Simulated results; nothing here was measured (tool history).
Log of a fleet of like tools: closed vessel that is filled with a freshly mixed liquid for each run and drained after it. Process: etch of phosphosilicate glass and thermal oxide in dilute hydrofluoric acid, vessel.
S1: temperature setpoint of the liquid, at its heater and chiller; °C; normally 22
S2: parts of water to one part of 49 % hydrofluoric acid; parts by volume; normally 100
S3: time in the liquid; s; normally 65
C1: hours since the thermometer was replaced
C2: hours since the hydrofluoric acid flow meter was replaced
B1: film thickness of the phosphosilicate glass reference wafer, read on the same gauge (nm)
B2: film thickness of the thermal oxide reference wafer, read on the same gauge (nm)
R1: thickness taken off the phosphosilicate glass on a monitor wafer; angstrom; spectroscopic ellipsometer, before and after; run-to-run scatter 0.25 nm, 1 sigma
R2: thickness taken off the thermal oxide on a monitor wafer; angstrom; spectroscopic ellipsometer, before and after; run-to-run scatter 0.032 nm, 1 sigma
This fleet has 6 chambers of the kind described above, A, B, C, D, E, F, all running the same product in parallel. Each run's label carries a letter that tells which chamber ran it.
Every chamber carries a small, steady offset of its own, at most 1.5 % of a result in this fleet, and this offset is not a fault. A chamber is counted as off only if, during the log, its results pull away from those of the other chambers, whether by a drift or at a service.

Run 1F, hour 7.1: usual settings; C1 1292.8; C2 352.4; B1 29.998; B2 140.02. Result: R1 569.7 angstrom, R2 28.786 angstrom.
Run 2D, hour 12.4: usual settings; C1 1460.5; C2 91.2; B1 30.014; B2 139.97. Result: R1 562.68 angstrom, R2 29.606 angstrom.
Run 3A, hour 18.1: usual settings; C1 105.2; C2 237.8; B1 29.976; B2 139.98. Result: R1 567.07 angstrom, R2 28.643 angstrom.
Run 4B, hour 26.1: usual settings; C1 3086.5; C2 32.6; B1 30.021; B2 139.99. Result: R1 565.39 angstrom, R2 29.037 angstrom.
At hour 32.4: chamber F: hydrofluoric acid flow meter replaced.
Run 5C, hour 34.5: usual settings; C1 2221.2; C2 39.3; B1 30.027; B2 140. Result: R1 570.91 angstrom, R2 28.949 angstrom.
Run 6E, hour 39.5: usual settings but S2 135 parts by volume, S3 95 s; C1 259.7; C2 333.5; B1 29.999; B2 139.98. Result: R1 594.54 angstrom, R2 30.503 angstrom.
Run 7F, hour 47.8: usual settings but S2 135 parts by volume, S3 95 s; C1 1333.5; C2 15.5; B1 30.008; B2 139.95. Result: R1 599.07 angstrom, R2 30.593 angstrom.
Run 8D, hour 55.6: usual settings but S2 135 parts by volume, S3 95 s; C1 1503.7; C2 134.4; B1 30.017; B2 139.96. Result: R1 587.39 angstrom, R2 30.212 angstrom.
Run 9A, hour 63.3: usual settings but S2 135 parts by volume, S3 95 s; C1 150.4; C2 283; B1 29.993; B2 139.99. Result: R1 587.14 angstrom, R2 30.704 angstrom.
Run 10B, hour 70.8: usual settings but S2 135 parts by volume, S3 95 s; C1 3131.2; C2 77.3; B1 29.985; B2 139.97. Result: R1 587.22 angstrom, R2 30.102 angstrom.
Run 11E, hour 78.5: usual settings but S2 135 parts by volume, S3 95 s; C1 298.7; C2 372.5; B1 30.001; B2 140.02. Result: R1 593.65 angstrom, R2 30.7 angstrom.
Run 12C, hour 85.2: usual settings; C1 2271.9; C2 90; B1 29.987; B2 140. Result: R1 572.5 angstrom, R2 28.531 angstrom.
Run 13F, hour 94.2: usual settings but S2 50 parts by volume, S3 30 s; C1 1379.9; C2 61.9; B1 30.008; B2 139.99. Result: R1 552.65 angstrom, R2 28.446 angstrom.
Run 14C, hour 103.2: usual settings but S2 50 parts by volume, S3 30 s; C1 2289.9; C2 108; B1 29.983; B2 140.06. Result: R1 557.48 angstrom, R2 28.475 angstrom.
Run 15B, hour 112.4: usual settings but S2 50 parts by volume, S3 30 s; C1 3172.8; C2 118.9; B1 29.998; B2 139.99. Result: R1 559.47 angstrom, R2 28.544 angstrom.
Run 16A, hour 119.8: usual settings but S2 50 parts by volume, S3 30 s; C1 206.9; C2 339.5; B1 30.017; B2 139.98. Result: R1 556.61 angstrom, R2 28.67 angstrom.
Run 17E, hour 128.2: usual settings but S2 50 parts by volume, S3 30 s; C1 348.4; C2 422.2; B1 29.989; B2 140.01. Result: R1 550.14 angstrom, R2 28.065 angstrom.
Run 18D, hour 136.5: usual settings but S2 50 parts by volume, S3 30 s; C1 1584.6; C2 215.3; B1 30.009; B2 140.01. Result: R1 561.69 angstrom, R2 29.522 angstrom.
Run 19C, hour 144.3: usual settings; C1 2331; C2 149.1; B1 29.994; B2 140.01. Result: R1 569.38 angstrom, R2 29.24 angstrom.
Run 20D, hour 149.4: usual settings; C1 1597.5; C2 228.2; B1 29.969; B2 140.05. Result: R1 565.69 angstrom, R2 29.303 angstrom.
Run 21B, hour 157.7: usual settings; C1 3218.1; C2 164.2; B1 30.02; B2 139.94. Result: R1 565.62 angstrom, R2 28.506 angstrom.
Run 22F, hour 162.2: usual settings but S3 95 s; C1 1447.9; C2 129.9; B1 30.002; B2 139.98. Result: R1 835.74 angstrom, R2 42.044 angstrom.
Run 23A, hour 171.3: usual settings but S3 95 s; C1 258.4; C2 391; B1 30.001; B2 140.05. Result: R1 834.92 angstrom, R2 42.293 angstrom.
Run 24E, hour 176.8: usual settings but S3 95 s; C1 397; C2 470.8; B1 29.998; B2 139.95. Result: R1 833.95 angstrom, R2 42.927 angstrom.
At hour 178.9: chamber D: thermometer replaced.
At hour 180.9: chamber B: thermometer replaced.
Run 25C, hour 182.4: usual settings but S3 95 s; C1 2369.1; C2 187.2; B1 30.016; B2 140.02. Result: R1 839.69 angstrom, R2 42.365 angstrom.
Run 26F, hour 189.3: usual settings but S3 95 s; C1 1475; C2 157; B1 30; B2 140. Result: R1 834.36 angstrom, R2 42.7 angstrom.
Run 27B, hour 195.2: usual settings but S3 95 s; C1 14.4; C2 201.7; B1 29.991; B2 140.05. Result: R1 825.56 angstrom, R2 41.896 angstrom.
Run 28D, hour 201.7: usual settings; C1 22.9; C2 280.5; B1 30; B2 140.04. Result: R1 563.11 angstrom, R2 29.087 angstrom.
Run 29A, hour 210.3: usual settings but S2 145 parts by volume, S3 45 s; C1 297.4; C2 430; B1 29.997; B2 139.97. Result: R1 257.34 angstrom, R2 13.125 angstrom.
Run 30E, hour 217.8: usual settings but S2 145 parts by volume, S3 45 s; C1 438; C2 511.8; B1 30.018; B2 139.95. Result: R1 259.19 angstrom, R2 13.298 angstrom.
Run 31D, hour 223.7: usual settings but S2 145 parts by volume, S3 45 s; C1 44.9; C2 302.5; B1 29.992; B2 140.02. Result: R1 253.88 angstrom, R2 13.341 angstrom.
Run 32E, hour 231.4: usual settings but S2 145 parts by volume, S3 45 s; C1 451.6; C2 525.4; B1 30.001; B2 139.99. Result: R1 260.38 angstrom, R2 13.299 angstrom.
At hour 235.5: chamber E: hydrofluoric acid flow meter replaced.
Run 33B, hour 235.9: usual settings but S2 145 parts by volume, S3 45 s; C1 55.1; C2 242.4; B1 29.965; B2 139.99. Result: R1 256.89 angstrom, R2 12.875 angstrom.
Run 34F, hour 241.8: usual settings but S2 145 parts by volume, S3 45 s; C1 1527.5; C2 209.5; B1 29.991; B2 139.94. Result: R1 258.64 angstrom, R2 12.999 angstrom.
Run 35C, hour 247.6: usual settings; C1 2434.3; C2 252.4; B1 29.981; B2 140.06. Result: R1 569.7 angstrom, R2 29.129 angstrom.
Run 36A, hour 253.2: usual settings; C1 340.3; C2 472.9; B1 29.985; B2 139.99. Result: R1 566.4 angstrom, R2 28.096 angstrom.
Run 37E, hour 260: usual settings but S1 25 °C, S2 80 parts by volume; C1 480.2; C2 24.5; B1 29.986; B2 139.97. Result: R1 816.4 angstrom, R2 42.511 angstrom.
Run 38C, hour 264.6: usual settings but S1 25 °C, S2 80 parts by volume; C1 2451.3; C2 269.4; B1 30.003; B2 140.03. Result: R1 826.79 angstrom, R2 42.404 angstrom.
Run 39F, hour 268.9: usual settings but S1 25 °C, S2 80 parts by volume; C1 1554.6; C2 236.6; B1 30.008; B2 140.03. Result: R1 825.15 angstrom, R2 41.626 angstrom.
Run 40A, hour 277.1: usual settings but S1 25 °C, S2 80 parts by volume; C1 364.2; C2 496.8; B1 29.99; B2 139.99. Result: R1 818.32 angstrom, R2 41.883 angstrom.
Run 41D, hour 284.7: usual settings but S1 25 °C, S2 80 parts by volume; C1 105.9; C2 363.5; B1 29.976; B2 139.97. Result: R1 820.67 angstrom, R2 43.23 angstrom.
Run 42B, hour 293.4: usual settings but S1 25 °C, S2 80 parts by volume; C1 112.6; C2 299.9; B1 30.014; B2 140.03. Result: R1 818.94 angstrom, R2 41.126 angstrom.
Run 43A, hour 302.6: usual settings; C1 389.7; C2 522.3; B1 30.019; B2 140.03. Result: R1 571.21 angstrom, R2 29.329 angstrom.

Predict what each chamber gives when all 6 of them run the settings below next.
Run 44A, hour 309.4: usual settings. Result: R1 ?, R2 ?.
Run 44B, hour 309.4: usual settings. Result: R1 ?, R2 ?.
Run 44C, hour 309.4: usual settings. Result: R1 ?, R2 ?.
Run 44D, hour 309.4: usual settings. Result: R1 ?, R2 ?.
Run 44E, hour 309.4: usual settings. Result: R1 ?, R2 ?.
Run 44F, hour 309.4: usual settings. Result: R1 ?, R2 ?.

run      R1      R2
44A  567.07  29.259
44B  570.05  28.235
44C  575.72  28.593
44D  568.74  29.417
44E   567.9  28.857
44F  568.69  28.893
